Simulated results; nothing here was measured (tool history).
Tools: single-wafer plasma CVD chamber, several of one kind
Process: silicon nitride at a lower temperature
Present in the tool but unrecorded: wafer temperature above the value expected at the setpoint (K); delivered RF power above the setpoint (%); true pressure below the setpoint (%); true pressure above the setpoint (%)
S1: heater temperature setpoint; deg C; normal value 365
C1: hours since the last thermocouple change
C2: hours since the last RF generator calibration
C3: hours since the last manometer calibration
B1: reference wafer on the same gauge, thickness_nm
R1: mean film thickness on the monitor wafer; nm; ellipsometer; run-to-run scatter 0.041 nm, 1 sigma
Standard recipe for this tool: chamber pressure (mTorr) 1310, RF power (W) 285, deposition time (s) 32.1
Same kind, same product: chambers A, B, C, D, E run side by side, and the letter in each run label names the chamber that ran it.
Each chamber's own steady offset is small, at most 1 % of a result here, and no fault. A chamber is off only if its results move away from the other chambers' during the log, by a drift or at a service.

{"run": "1D", "hour": 4.5, "S1": 365, "chamber pressure (mTorr)": 1310, "RF power (W)": 285, "deposition time (s)": 32.1, "C1": 252.9, "C2": 777.5, "C3": 694.7, "B1": 27.595, "R1": 33.908}
{"run": "2C", "hour": 7.2, "S1": 365, "chamber pressure (mTorr)": 1310, "RF power (W)": 285, "deposition time (s)": 32.1, "C1": 653.2, "C2": 683.5, "C3": 315.0, "B1": 27.593, "R1": 34.344}
{"run": "3E", "hour": 10.4, "S1": 365, "chamber pressure (mTorr)": 1310, "RF power (W)": 285, "deposition time (s)": 32.1, "C1": 1089.5, "C2": 520.2, "C3": 1857.0, "B1": 27.596, "R1": 34.061}
{"run": "4A", "hour": 14.2, "S1": 365, "chamber pressure (mTorr)": 1310, "RF power (W)": 285, "deposition time (s)": 32.1, "C1": 247.3, "C2": 804.7, "C3": 319.8, "B1": 27.586, "R1": 34.205}
{"run": "5B", "hour": 17.7, "S1": 365, "chamber pressure (mTorr)": 1310, "RF power (W)": 285, "deposition time (s)": 32.1, "C1": 381.8, "C2": 139.8, "C3": 776.9, "B1": 27.59, "R1": 34.302}
{"run": "6C", "hour": 20.2, "S1": 365, "chamber pressure (mTorr)": 1310, "RF power (W)": 285, "deposition time (s)": 32.1, "C1": 666.2, "C2": 696.5, "C3": 328.0, "B1": 27.582, "R1": 34.317}
{"run": "7D", "hour": 25.0, "S1": 365, "chamber pressure (mTorr)": 1310, "RF power (W)": 285, "deposition time (s)": 32.1, "C1": 273.4, "C2": 798.0, "C3": 715.2, "B1": 27.578, "R1": 33.895}
{"run": "8B", "hour": 29.8, "S1": 365, "chamber pressure (mTorr)": 1310, "RF power (W)": 285, "deposition time (s)": 32.1, "C1": 393.9, "C2": 151.9, "C3": 789.0, "B1": 27.573, "R1": 34.307}
{"run": "9E", "hour": 33.5, "S1": 375, "chamber pressure (mTorr)": 1310, "RF power (W)": 285, "deposition time (s)": 32.1, "C1": 1112.6, "C2": 543.3, "C3": 1880.1, "B1": 27.564, "R1": 33.981}
{"run": "10A", "hour": 37.8, "S1": 375, "chamber pressure (mTorr)": 1310, "RF power (W)": 285, "deposition time (s)": 32.1, "C1": 270.9, "C2": 828.3, "C3": 343.4, "B1": 27.56, "R1": 34.013}
{"run": "11B", "hour": 42.3, "S1": 375, "chamber pressure (mTorr)": 1310, "RF power (W)": 285, "deposition time (s)": 32.1, "C1": 406.4, "C2": 164.4, "C3": 801.5, "B1": 27.554, "R1": 34.194}
{"run": "12E", "hour": 46.0, "S1": 375, "chamber pressure (mTorr)": 1310, "RF power (W)": 285, "deposition time (s)": 32.1, "C1": 1125.1, "C2": 555.8, "C3": 1892.6, "B1": 27.551, "R1": 33.888}
{"run": "13C", "hour": 50.6, "S1": 375, "chamber pressure (mTorr)": 1310, "RF power (W)": 285, "deposition time (s)": 32.1, "C1": 696.6, "C2": 726.9, "C3": 358.4, "B1": 27.533, "R1": 34.212}
{"run": "14D", "hour": 52.9, "S1": 365, "chamber pressure (mTorr)": 1310, "RF power (W)": 285, "deposition time (s)": 32.1, "C1": 301.3, "C2": 825.9, "C3": 743.1, "B1": 27.541, "R1": 33.848}
{"run": "15A", "hour": 57.8, "S1": 365, "chamber pressure (mTorr)": 1530, "RF power (W)": 285, "deposition time (s)": 29.6, "C1": 290.9, "C2": 848.3, "C3": 363.4, "B1": 27.547, "R1": 32.902}
{"run": "16E", "hour": 60.1, "S1": 365, "chamber pressure (mTorr)": 1530, "RF power (W)": 285, "deposition time (s)": 29.6, "C1": 1139.2, "C2": 569.9, "C3": 1906.7, "B1": 27.533, "R1": 32.73}
{"run": "17D", "hour": 62.9, "S1": 365, "chamber pressure (mTorr)": 1530, "RF power (W)": 285, "deposition time (s)": 29.6, "C1": 311.3, "C2": 835.9, "C3": 753.1, "B1": 27.532, "R1": 32.625}
{"run": "18A", "hour": 65.2, "S1": 365, "chamber pressure (mTorr)": 1530, "RF power (W)": 285, "deposition time (s)": 29.6, "C1": 298.3, "C2": 855.7, "C3": 370.8, "B1": 27.535, "R1": 32.97}
{"run": "19C", "hour": 70.0, "S1": 365, "chamber pressure (mTorr)": 1530, "RF power (W)": 285, "deposition time (s)": 29.6, "C1": 716.0, "C2": 746.3, "C3": 377.8, "B1": 27.53, "R1": 33.085}
{"run": "20B", "hour": 72.9, "S1": 365, "chamber pressure (mTorr)": 1310, "RF power (W)": 285, "deposition time (s)": 32.1, "C1": 437.0, "C2": 195.0, "C3": 832.1, "B1": 27.528, "R1": 34.137}
{"run": "21B", "hour": 76.7, "S1": 365, "chamber pressure (mTorr)": 1310, "RF power (W)": 285, "deposition time (s)": 32.1, "C1": 440.8, "C2": 198.8, "C3": 835.9, "B1": 27.521, "R1": 34.256}
{"run": "22E", "hour": 81.1, "S1": 365, "chamber pressure (mTorr)": 1310, "RF power (W)": 285, "deposition time (s)": 27.9, "C1": 1160.2, "C2": 590.9, "C3": 1927.7, "B1": 27.503, "R1": 29.619}
{"run": "23C", "hour": 85.9, "S1": 365, "chamber pressure (mTorr)": 1310, "RF power (W)": 285, "deposition time (s)": 27.9, "C1": 731.9, "C2": 762.2, "C3": 393.7, "B1": 27.513, "R1": 29.836}
{"run": "24A", "hour": 89.2, "S1": 365, "chamber pressure (mTorr)": 1310, "RF power (W)": 285, "deposition time (s)": 27.9, "C1": 322.3, "C2": 879.7, "C3": 394.8, "B1": 27.504, "R1": 29.666}
{"run": "25D", "hour": 91.5, "S1": 365, "chamber pressure (mTorr)": 1310, "RF power (W)": 285, "deposition time (s)": 27.9, "C1": 339.9, "C2": 864.5, "C3": 781.7, "B1": 27.509, "R1": 29.382}
{"run": "26A", "hour": 95.3, "S1": 365, "chamber pressure (mTorr)": 1310, "RF power (W)": 285, "deposition time (s)": 27.9, "C1": 328.4, "C2": 885.8, "C3": 400.9, "B1": 27.502, "R1": 29.645}
{"run": "27B", "hour": 97.7, "S1": 365, "chamber pressure (mTorr)": 1310, "RF power (W)": 285, "deposition time (s)": 32.1, "C1": 461.8, "C2": 219.8, "C3": 856.9, "B1": 27.495, "R1": 34.123}
{"run": "28C", "hour": 100.7, "S1": 365, "chamber pressure (mTorr)": 1310, "RF power (W)": 285, "deposition time (s)": 32.1, "C1": 746.7, "C2": 777.0, "C3": 408.5, "B1": 27.489, "R1": 34.22}
{"run": "29D", "hour": 105.1, "S1": 365, "chamber pressure (mTorr)": 1310, "RF power (W)": 285, "deposition time (s)": 32.1, "C1": 353.5, "C2": 878.1, "C3": 795.3, "B1": 27.491, "R1": 33.859}
{"run": "30E", "hour": 107.4, "S1": 365, "chamber pressure (mTorr)": 1310, "RF power (W)": 285, "deposition time (s)": 32.1, "C1": 1186.5, "C2": 617.2, "C3": 1954.0, "B1": 27.491, "R1": 33.98}
{"run": "31A", "hour": 112.1, "S1": 365, "chamber pressure (mTorr)": 1310, "RF power (W)": 285, "deposition time (s)": 32.1, "C1": 345.2, "C2": 902.6, "C3": 417.7, "B1": 27.484, "R1": 34.018}
{"run": "32B", "hour": 116.7, "S1": 365, "chamber pressure (mTorr)": 1310, "RF power (W)": 285, "deposition time (s)": 32.1, "C1": 480.8, "C2": 238.8, "C3": 875.9, "B1": 27.479, "R1": 34.142}
{"run": "33E", "hour": 121.5, "S1": 365, "chamber pressure (mTorr)": 1310, "RF power (W)": 285, "deposition time (s)": 32.1, "C1": 1200.6, "C2": 631.3, "C3": 1968.1, "B1": 27.482, "R1": 33.966}
{"run": "34D", "hour": 125.9, "S1": 365, "chamber pressure (mTorr)": 1310, "RF power (W)": 285, "deposition time (s)": 32.1, "C1": 374.3, "C2": 898.9, "C3": 816.1, "B1": 27.468, "R1": 33.753}
{"run": "35C", "hour": 128.6, "S1": 365, "chamber pressure (mTorr)": 1310, "RF power (W)": 285, "deposition time (s)": 32.1, "C1": 774.6, "C2": 804.9, "C3": 436.4, "B1": 27.466, "R1": 34.161}

All chambers now run identical settings, listed one chamber a line with results as question marks. What results will each chamber show?
{"run": "36A", "hour": 132.2, "S1": 365, "chamber pressure (mTorr)": 1310, "RF power (W)": 285, "deposition time (s)": 32.1, "R1": "?"}
{"run": "36B", "hour": 132.2, "S1": 365, "chamber pressure (mTorr)": 1310, "RF power (W)": 285, "deposition time (s)": 32.1, "R1": "?"}
{"run": "36C", "hour": 132.2, "S1": 365, "chamber pressure (mTorr)": 1310, "RF power (W)": 285, "deposition time (s)": 32.1, "R1": "?"}
{"run": "36D", "hour": 132.2, "S1": 365, "chamber pressure (mTorr)": 1310, "RF power (W)": 285, "deposition time (s)": 32.1, "R1": "?"}
{"run": "36E", "hour": 132.2, "S1": 365, "chamber pressure (mTorr)": 1310, "RF power (W)": 285, "deposition time (s)": 32.1, "R1": "?"}

run=36A R1=34.070
run=36B R1=34.093
run=36C R1=34.309
run=36D R1=33.840
run=36E R1=33.867

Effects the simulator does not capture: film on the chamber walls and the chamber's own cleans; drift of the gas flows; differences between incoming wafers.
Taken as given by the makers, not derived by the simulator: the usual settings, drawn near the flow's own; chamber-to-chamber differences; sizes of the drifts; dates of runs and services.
